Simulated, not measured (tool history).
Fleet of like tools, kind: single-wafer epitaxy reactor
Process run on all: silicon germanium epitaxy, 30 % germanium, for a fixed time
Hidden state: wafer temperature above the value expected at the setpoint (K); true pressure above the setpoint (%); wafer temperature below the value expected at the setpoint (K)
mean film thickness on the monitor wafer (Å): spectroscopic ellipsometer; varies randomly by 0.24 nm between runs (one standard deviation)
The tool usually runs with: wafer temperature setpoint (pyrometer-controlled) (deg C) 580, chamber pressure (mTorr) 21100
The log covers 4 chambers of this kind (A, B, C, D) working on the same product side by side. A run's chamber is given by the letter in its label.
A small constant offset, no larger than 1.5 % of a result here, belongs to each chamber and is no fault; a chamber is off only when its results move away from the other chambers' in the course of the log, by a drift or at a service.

run    day  wafer temperature setpoint (pyrometer-controlled) (deg C)  chamber pressure (mTorr)  hours since the last pyrometer calibration  hours since the last manometer calibration  read-back reference wafer on the same gauge, thickness_nm  mean film thickness on the monitor wafer (Å)
 1A  0.225                                                        580                     21100                                        81.5                                       460.8                                                     35.789                                        420.34
 2C  0.538                                                        580                     21100                                       307.1                                      1091.5                                                     35.777                                        413.94
 3B  0.762                                                        580                     21100                                       805.7                                      1284.7                                                     35.803                                        408.58
 4D  0.921                                                        580                     21100                                      2420.5                                      1618.5                                                     35.782                                        419.33
 5D  1.121                                                        580                     21100                                      2425.3                                      1623.3                                                     35.833                                        411.01
 6C  1.458                                                        580                     21100                                       329.2                                      1113.6                                                     35.804                                        412.25
 7B  1.746                                                        580                     23500                                       829.3                                      1308.3                                                     35.799                                        432.12
 8A  2.021                                                        580                     23500                                       124.6                                       503.9                                                     35.755                                        441.94
 9C  2.217                                                        580                     23500                                       347.4                                      1131.8                                                     35.750                                        432.20
10D  2.400                                                        580                     23500                                      2456.0                                      1654.0                                                     35.715                                        432.90
     2.658  -- chamber D: pyrometer calibrated
11A  2.683                                                        580                     21100                                       140.5                                       519.8                                                     35.849                                        419.54
12B  2.929                                                        580                     21100                                       857.7                                      1336.7                                                     35.809                                        410.10
13D  3.183                                                        580                     24200                                        12.7                                      1672.8                                                     35.828                                        413.34
14A  3.354                                                        580                     24200                                       156.6                                       535.9                                                     35.801                                        445.19
15C  3.646                                                        580                     24200                                       381.7                                      1166.1                                                     35.809                                        440.31
16B  3.821                                                        580                     24200                                       879.1                                      1358.1                                                     35.831                                        437.12
17A  4.104                                                        580                     21100                                       174.6                                       553.9                                                     35.824                                        418.48
18B  4.408                                                        574                     21100                                       893.2                                      1372.2                                                     35.861                                        367.19
19D  4.612                                                        574                     21100                                        47.0                                      1707.1                                                     35.767                                        348.18
20C  4.912                                                        574                     21100                                       412.1                                      1196.5                                                     35.791                                        366.95
21D  5.158                                                        574                     21100                                        60.1                                      1720.2                                                     35.812                                        347.28
22C  5.429                                                        580                     26000                                       424.5                                      1208.9                                                     35.820                                        448.76
23A  5.688                                                        580                     26000                                       212.6                                       591.9                                                     35.762                                        457.69
24B  6.033                                                        580                     26000                                       932.2                                      1411.2                                                     35.825                                        452.68
25D  6.275                                                        580                     26000                                        86.9                                      1747.0                                                     35.763                                        424.86
26C  6.446                                                        575                     21100                                       448.9                                      1233.3                                                     35.821                                        377.03
27B  6.633                                                        575                     21100                                       946.6                                      1425.6                                                     35.779                                        376.02
28A  6.938                                                        575                     21100                                       242.6                                       621.9                                                     35.821                                        383.27
29A  7.133                                                        575                     21100                                       247.3                                       626.6                                                     35.841                                        386.21

What goes on in this fleet: one chamber off, a drifting gauge, or nothing beyond the chambers' own small offsets? Name the chamber and the cause, if any.

Chamber D came out of a service off from its peers and stayed that way.
Cause: wafer temperature below the value expected at the setpoint (K) = 3.23.

Below are 4 candidate recipes for chamber D's next run, each the usual settings with a change, their results shown as question marks. Which of them brings D's results back in line with what the other chambers give on the usual settings?
In line means no further than this from the other chambers' mean on the usual settings: mean film thickness on the monitor wafer (Å) 8.40
30D-1  7.392                                                        581                     21200                                                                                                                                                                                                ?
30D-2  7.392                                                        580                     24300                                                                                                                                                                                                ?
30D-3  7.392                                                        579                     21000                                                                                                                                                                                                ?
30D-4  7.392                                                        577                     21100                                                                                                                                                                                                ?

Usual-settings mean across the other chambers: mean film thickness on the monitor wafer (Å) 415.20
  run  mean film thickness on the monitor wafer (Å)
30D-1                                        396.58
30D-2                                        411.44
30D-3                                        380.01
30D-4                                        366.21
It is 30D-2 that realigns the chamber with its peers.
